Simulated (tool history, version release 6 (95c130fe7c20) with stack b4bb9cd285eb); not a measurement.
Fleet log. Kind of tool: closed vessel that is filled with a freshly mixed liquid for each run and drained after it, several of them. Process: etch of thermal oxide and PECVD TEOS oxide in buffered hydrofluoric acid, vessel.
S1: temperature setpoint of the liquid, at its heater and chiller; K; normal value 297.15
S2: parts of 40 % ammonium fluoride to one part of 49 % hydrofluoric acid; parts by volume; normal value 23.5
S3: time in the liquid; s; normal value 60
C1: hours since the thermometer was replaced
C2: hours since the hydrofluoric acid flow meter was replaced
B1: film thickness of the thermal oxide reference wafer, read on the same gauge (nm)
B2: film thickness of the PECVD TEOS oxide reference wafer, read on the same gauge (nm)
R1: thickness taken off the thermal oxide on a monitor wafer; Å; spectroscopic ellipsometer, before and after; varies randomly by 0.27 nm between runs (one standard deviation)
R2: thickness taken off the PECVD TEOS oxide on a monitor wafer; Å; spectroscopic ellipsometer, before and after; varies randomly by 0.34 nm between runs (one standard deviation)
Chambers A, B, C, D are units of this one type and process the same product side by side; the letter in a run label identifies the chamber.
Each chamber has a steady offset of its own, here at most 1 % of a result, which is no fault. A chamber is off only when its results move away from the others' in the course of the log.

Run 1B, day 0.150: usual settings; C1 1049.8; C2 441.6; B1 80.001; B2 100.020. Result: R1 307.91 Å, R2 493.92 Å.
At day 0.300: chamber D: thermometer replaced.
Run 2A, day 0.362: usual settings; C1 2270.8; C2 546.8; B1 80.005; B2 100.020. Result: R1 308.03 Å, R2 498.54 Å.
Run 3D, day 0.554: usual settings; C1 6.1; C2 1466.4; B1 80.022; B2 99.974. Result: R1 312.77 Å, R2 490.67 Å.
Run 4C, day 0.738: usual settings; C1 312.8; C2 49.6; B1 80.022; B2 100.020. Result: R1 315.15 Å, R2 478.40 Å.
Run 5A, day 0.929: usual settings; C1 2284.4; C2 560.4; B1 80.002; B2 99.979. Result: R1 311.00 Å, R2 487.93 Å.
Run 6D, day 1.238: usual settings; C1 22.5; C2 1482.8; B1 79.987; B2 100.000. Result: R1 306.82 Å, R2 489.87 Å.
Run 7C, day 1.496: usual settings; C1 331.0; C2 67.8; B1 79.992; B2 100.000. Result: R1 319.05 Å, R2 485.01 Å.
Run 8B, day 1.700: usual settings; C1 1087.0; C2 478.8; B1 79.970; B2 100.000. Result: R1 305.54 Å, R2 488.17 Å.
Run 9D, day 2.017: usual settings but S2 27.5 parts by volume, S3 80 s; C1 41.2; C2 1501.5; B1 80.004; B2 100.010. Result: R1 365.36 Å, R2 584.17 Å.
Run 10B, day 2.258: usual settings but S2 27.5 parts by volume, S3 80 s; C1 1100.4; C2 492.2; B1 80.007; B2 100.030. Result: R1 368.00 Å, R2 581.96 Å.
Run 11A, day 2.417: usual settings but S2 27.5 parts by volume, S3 80 s; C1 2320.1; C2 596.1; B1 80.007; B2 100.000. Result: R1 370.62 Å, R2 590.12 Å.
Run 12C, day 2.750: usual settings but S2 27.5 parts by volume, S3 80 s; C1 361.1; C2 97.9; B1 80.035; B2 100.020. Result: R1 374.82 Å, R2 577.46 Å.
Run 13B, day 3.021: usual settings; C1 1118.7; C2 510.5; B1 80.001; B2 100.000. Result: R1 307.84 Å, R2 487.17 Å.
Run 14D, day 3.267: usual settings; C1 71.2; C2 1531.5; B1 80.003; B2 99.995. Result: R1 307.95 Å, R2 492.41 Å.
Run 15C, day 3.612: usual settings; C1 381.8; C2 118.6; B1 80.019; B2 99.984. Result: R1 318.57 Å, R2 483.21 Å.
Run 16A, day 3.912: usual settings; C1 2356.0; C2 632.0; B1 80.043; B2 100.020. Result: R1 308.84 Å, R2 488.13 Å.
Run 17C, day 4.229: usual settings; C1 396.6; C2 133.4; B1 79.989; B2 99.992. Result: R1 312.32 Å, R2 492.98 Å.
Run 18A, day 4.454: usual settings; C1 2369.0; C2 645.0; B1 80.040; B2 100.010. Result: R1 313.92 Å, R2 496.26 Å.
Run 19D, day 4.667: usual settings; C1 104.8; C2 1565.1; B1 80.011; B2 99.970. Result: R1 308.90 Å, R2 483.53 Å.
Run 20B, day 4.917: usual settings; C1 1164.2; C2 556.0; B1 80.014; B2 99.994. Result: R1 307.37 Å, R2 488.36 Å.
Run 21A, day 5.217: usual settings; C1 2387.3; C2 663.3; B1 80.018; B2 100.000. Result: R1 313.52 Å, R2 491.15 Å.
Run 22C, day 5.567: usual settings; C1 428.7; C2 165.5; B1 79.995; B2 99.988. Result: R1 312.92 Å, R2 488.70 Å.
Run 23B, day 5.800: usual settings; C1 1185.4; C2 577.2; B1 79.982; B2 99.991. Result: R1 306.09 Å, R2 484.65 Å.
Run 24D, day 6.050: usual settings; C1 138.0; C2 1598.3; B1 79.986; B2 99.972. Result: R1 305.41 Å, R2 492.26 Å.
Run 25A, day 6.388: usual settings; C1 2415.4; C2 691.4; B1 79.987; B2 99.983. Result: R1 310.60 Å, R2 495.61 Å.
Run 26C, day 6.708: usual settings; C1 456.1; C2 192.9; B1 79.992; B2 99.980. Result: R1 313.12 Å, R2 487.86 Å.
Run 27B, day 6.971: usual settings; C1 1213.5; C2 605.3; B1 80.028; B2 100.000. Result: R1 306.83 Å, R2 490.03 Å.
Run 28D, day 7.196: usual settings; C1 165.5; C2 1625.8; B1 80.002; B2 100.020. Result: R1 306.35 Å, R2 483.74 Å.
Run 29C, day 7.475: usual settings; C1 474.5; C2 211.3; B1 79.986; B2 100.000. Result: R1 313.59 Å, R2 490.33 Å.
Run 30A, day 7.758: usual settings; C1 2448.3; C2 724.3; B1 80.013; B2 99.997. Result: R1 311.63 Å, R2 497.68 Å.
Run 31B, day 7.921: usual settings; C1 1236.3; C2 628.1; B1 79.995; B2 100.010. Result: R1 309.11 Å, R2 490.60 Å.
Run 32D, day 8.100: usual settings but S1 300.65 K, S2 29.5 parts by volume; C1 187.2; C2 1647.5; B1 79.995; B2 100.010. Result: R1 318.38 Å, R2 507.47 Å.
Run 33A, day 8.254: usual settings but S1 300.65 K, S2 29.5 parts by volume; C1 2460.2; C2 736.2; B1 80.007; B2 100.000. Result: R1 324.62 Å, R2 506.71 Å.
Run 34B, day 8.454: usual settings but S1 300.65 K, S2 29.5 parts by volume; C1 1249.1; C2 640.9; B1 79.976; B2 99.980. Result: R1 323.74 Å, R2 503.83 Å.
Run 35D, day 8.800: usual settings but S1 300.65 K, S2 29.5 parts by volume; C1 204.0; C2 1664.3; B1 79.996; B2 99.999. Result: R1 315.69 Å, R2 501.59 Å.

Next, every chamber runs the same settings. What will each give?
Run 36A, day 9.050: usual settings but S1 294.65 K. Result: R1 ?, R2 ?.
Run 36B, day 9.050: usual settings but S1 294.65 K. Result: R1 ?, R2 ?.
Run 36C, day 9.050: usual settings but S1 294.65 K. Result: R1 ?, R2 ?.
Run 36D, day 9.050: usual settings but S1 294.65 K. Result: R1 ?, R2 ?.

run      R1      R2
36A  272.04  432.20
36B  266.73  427.51
36C  276.12  424.01
36D  267.70  421.16
